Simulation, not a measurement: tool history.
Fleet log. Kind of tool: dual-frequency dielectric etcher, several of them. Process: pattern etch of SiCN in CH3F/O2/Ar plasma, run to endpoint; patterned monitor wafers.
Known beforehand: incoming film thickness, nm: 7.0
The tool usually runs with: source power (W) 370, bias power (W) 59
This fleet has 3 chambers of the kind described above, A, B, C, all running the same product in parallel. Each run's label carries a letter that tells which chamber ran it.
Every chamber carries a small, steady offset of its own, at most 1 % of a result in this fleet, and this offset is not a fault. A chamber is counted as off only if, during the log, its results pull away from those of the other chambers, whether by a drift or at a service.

run,hour,source power (W),bias power (W),hours since the last wet clean,hours since the last source power generator calibration,hours since the last bias power generator calibration,endpoint time (s)
1C,6.5,370,59,164.2,2639.7,473.4,20.728
2A,9.7,370,59,24.7,79.4,1699.0,20.495
3B,16.5,370,59,186.6,2406.8,556.6,20.609
4A,23.1,370,59,38.1,92.8,1712.4,20.445
5B,28.8,370,59,198.9,2419.1,568.9,20.709
6C,32.3,370,59,190.0,2665.5,499.2,20.771
7C,37.3,370,59,195.0,2670.5,504.2,20.476
8B,41.5,370,59,211.6,2431.8,581.6,20.595
9A,48.4,370,59,63.4,118.1,1737.7,20.698
10B,51.9,370,59,222.0,2442.2,592.0,20.454
11C,58.2,460,72,215.9,2691.4,525.1,17.680
12A,64.1,460,72,79.1,133.8,1753.4,17.590
13B,69.5,460,72,239.6,2459.8,609.6,17.673
14A,72.8,370,59,87.8,142.5,1762.1,20.701
15C,78.3,430,59,236.0,2711.5,545.2,19.656
16A,81.8,430,59,96.8,151.5,1771.1,19.282
17C,88.3,430,59,246.0,2721.5,555.2,19.602
18B,94.3,370,59,264.4,2484.6,634.4,20.701
19B,99.4,370,59,269.5,2489.7,639.5,20.753
20C,105.4,370,59,263.1,2738.6,572.3,20.668
21A,109.7,370,59,124.7,179.4,1799.0,20.737
22B,113.5,370,59,283.6,2503.8,653.6,20.766
23A,117.0,290,53,132.0,186.7,1806.3,23.782
24C,123.5,290,53,281.2,2756.7,590.4,23.576
25B,126.9,290,53,297.0,2517.2,667.0,23.510
26C,131.7,370,59,289.4,2764.9,598.6,20.816
27A,137.4,440,49,152.4,207.1,1826.7,20.612
# hour 138.9: chamber A: bias power generator calibrated
28B,143.6,440,49,313.7,2533.9,683.7,20.541
29C,150.4,440,49,308.1,2783.6,617.3,20.408
30A,154.0,370,59,169.0,223.7,15.2,20.430
31A,157.5,370,59,172.5,227.2,18.7,20.606
32C,162.3,370,59,320.0,2795.5,629.2,20.733
33B,167.1,370,59,337.2,2557.4,707.2,20.760
34B,172.4,370,59,342.5,2562.7,712.5,20.806
35C,177.6,370,59,335.3,2810.8,644.5,20.770
36A,183.5,370,59,198.5,253.2,44.7,20.656
37C,190.1,370,59,347.8,2823.3,657.0,20.616
38B,193.2,370,59,363.3,2583.5,733.3,20.692
39A,198.4,370,48,213.4,268.1,59.6,22.162
40C,201.5,370,48,359.2,2834.7,668.4,22.008
41A,207.1,370,48,222.1,276.8,68.3,22.034
42B,212.0,450,59,382.1,2602.3,752.1,19.272

Does one chamber stand apart from the rest, does the shared gauge drift, or is all well apart from small per-chamber offsets? Give the chamber and the most likely cause, where there is one.

Nothing is wrong: each chamber keeps only its own small, steady offset and the gauge holds still.

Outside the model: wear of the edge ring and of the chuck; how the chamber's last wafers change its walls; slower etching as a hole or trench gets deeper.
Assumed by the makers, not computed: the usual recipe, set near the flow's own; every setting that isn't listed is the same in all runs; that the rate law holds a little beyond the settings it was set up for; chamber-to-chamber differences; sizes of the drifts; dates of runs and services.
